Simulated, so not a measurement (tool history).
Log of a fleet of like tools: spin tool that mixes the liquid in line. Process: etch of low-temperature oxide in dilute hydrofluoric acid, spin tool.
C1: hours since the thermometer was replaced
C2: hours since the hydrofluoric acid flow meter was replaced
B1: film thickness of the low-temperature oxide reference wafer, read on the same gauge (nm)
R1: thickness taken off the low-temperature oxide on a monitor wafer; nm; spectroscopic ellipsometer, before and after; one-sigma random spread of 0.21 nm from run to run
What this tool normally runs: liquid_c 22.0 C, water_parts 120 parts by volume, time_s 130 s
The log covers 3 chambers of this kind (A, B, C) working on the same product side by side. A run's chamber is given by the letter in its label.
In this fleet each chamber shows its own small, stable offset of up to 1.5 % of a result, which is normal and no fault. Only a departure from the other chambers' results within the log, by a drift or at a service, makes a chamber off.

run 1A day=0.225 | liquid_c=22.0 water_parts=120 time_s=130 | C1=92.2 C2=1492.2 | B1=70.008 | R1=21.907
run 2B day=0.508 | liquid_c=22.0 water_parts=120 time_s=130 | C1=1060.2 C2=339.4 | B1=69.972 | R1=21.917
run 3C day=0.638 | liquid_c=22.0 water_parts=120 time_s=130 | C1=164.2 C2=1786.8 | B1=70.014 | R1=22.059
run 4B day=0.829 | liquid_c=22.0 water_parts=120 time_s=130 | C1=1067.9 C2=347.1 | B1=70.003 | R1=22.045
run 5C day=0.967 | liquid_c=22.0 water_parts=120 time_s=130 | C1=172.1 C2=1794.7 | B1=69.990 | R1=21.902
run 6A day=1.108 | liquid_c=22.0 water_parts=120 time_s=130 | C1=113.4 C2=1513.4 | B1=70.028 | R1=22.391
run 7B day=1.258 | liquid_c=22.0 water_parts=120 time_s=130 | C1=1078.2 C2=357.4 | B1=70.038 | R1=21.884
run 8C day=1.438 | liquid_c=22.0 water_parts=120 time_s=130 | C1=183.4 C2=1806.0 | B1=69.982 | R1=22.266
run 9A day=1.683 | liquid_c=22.0 water_parts=120 time_s=130 | C1=127.2 C2=1527.2 | B1=69.992 | R1=22.203
run 10C day=1.825 | liquid_c=22.0 water_parts=120 time_s=130 | C1=192.7 C2=1815.3 | B1=70.014 | R1=21.802
run 11A day=2.075 | liquid_c=22.0 water_parts=120 time_s=130 | C1=136.6 C2=1536.6 | B1=70.015 | R1=22.922
run 12B day=2.321 | liquid_c=22.0 water_parts=120 time_s=130 | C1=1103.7 C2=382.9 | B1=70.014 | R1=21.886
run 13B day=2.462 | liquid_c=22.0 water_parts=120 time_s=130 | C1=1107.1 C2=386.3 | B1=69.996 | R1=22.239
run 14A day=2.688 | liquid_c=22.0 water_parts=120 time_s=130 | C1=151.3 C2=1551.3 | B1=70.005 | R1=23.312
run 15C day=2.829 | liquid_c=22.0 water_parts=120 time_s=130 | C1=216.8 C2=1839.4 | B1=69.980 | R1=22.309
run 16A day=2.996 | liquid_c=22.0 water_parts=120 time_s=130 | C1=158.7 C2=1558.7 | B1=69.995 | R1=23.279
run 17B day=3.138 | liquid_c=22.0 water_parts=120 time_s=130 | C1=1123.3 C2=402.5 | B1=70.013 | R1=22.215
run 18C day=3.388 | liquid_c=18.5 water_parts=120 time_s=105 | C1=230.2 C2=1852.8 | B1=70.017 | R1=15.161
run 19B day=3.629 | liquid_c=18.5 water_parts=120 time_s=105 | C1=1135.1 C2=414.3 | B1=69.973 | R1=15.430
run 20C day=3.812 | liquid_c=18.5 water_parts=120 time_s=105 | C1=240.4 C2=1863.0 | B1=69.993 | R1=15.313

Read the log: is a single chamber off, either drifting away or since a service, is the gauge that measures every chamber drifting, or is nothing wrong beyond small per-chamber offsets? Name any odd chamber and what most likely caused it.

Little by little, chamber A moves away from the other chambers.
What lies behind it: hydrofluoric acid flow above the setpoint (%) = 8.38.
Not necessarily distinguishable in this log from: liquid hotter than its thermometer reads (K).

Below are 4 candidate recipes for chamber A's next run, each the usual settings with a change, their results shown as question marks. Which of them brings A's results back in line with what the other chambers give on the usual settings?
Allowed miss from the other chambers' usual-settings mean, per result, to count as in line: R1 0.740 nm
run 21A-1 day=4.021 | liquid_c=22.5 water_parts=120 time_s=130 | R1=?
run 21A-2 day=4.021 | liquid_c=21.5 water_parts=120 time_s=130 | R1=?
run 21A-3 day=4.021 | liquid_c=22.0 water_parts=115 time_s=135 | R1=?
run 21A-4 day=4.021 | liquid_c=22.0 water_parts=125 time_s=125 | R1=?

What the other chambers average on the usual settings: R1 22.006 nm
run=21A-1 R1=24.476
run=21A-2 R1=23.515
run=21A-3 R1=26.125
run=21A-4 R1=22.039
The answer is 21A-4, which returns the chamber to within the allowed miss of the others.

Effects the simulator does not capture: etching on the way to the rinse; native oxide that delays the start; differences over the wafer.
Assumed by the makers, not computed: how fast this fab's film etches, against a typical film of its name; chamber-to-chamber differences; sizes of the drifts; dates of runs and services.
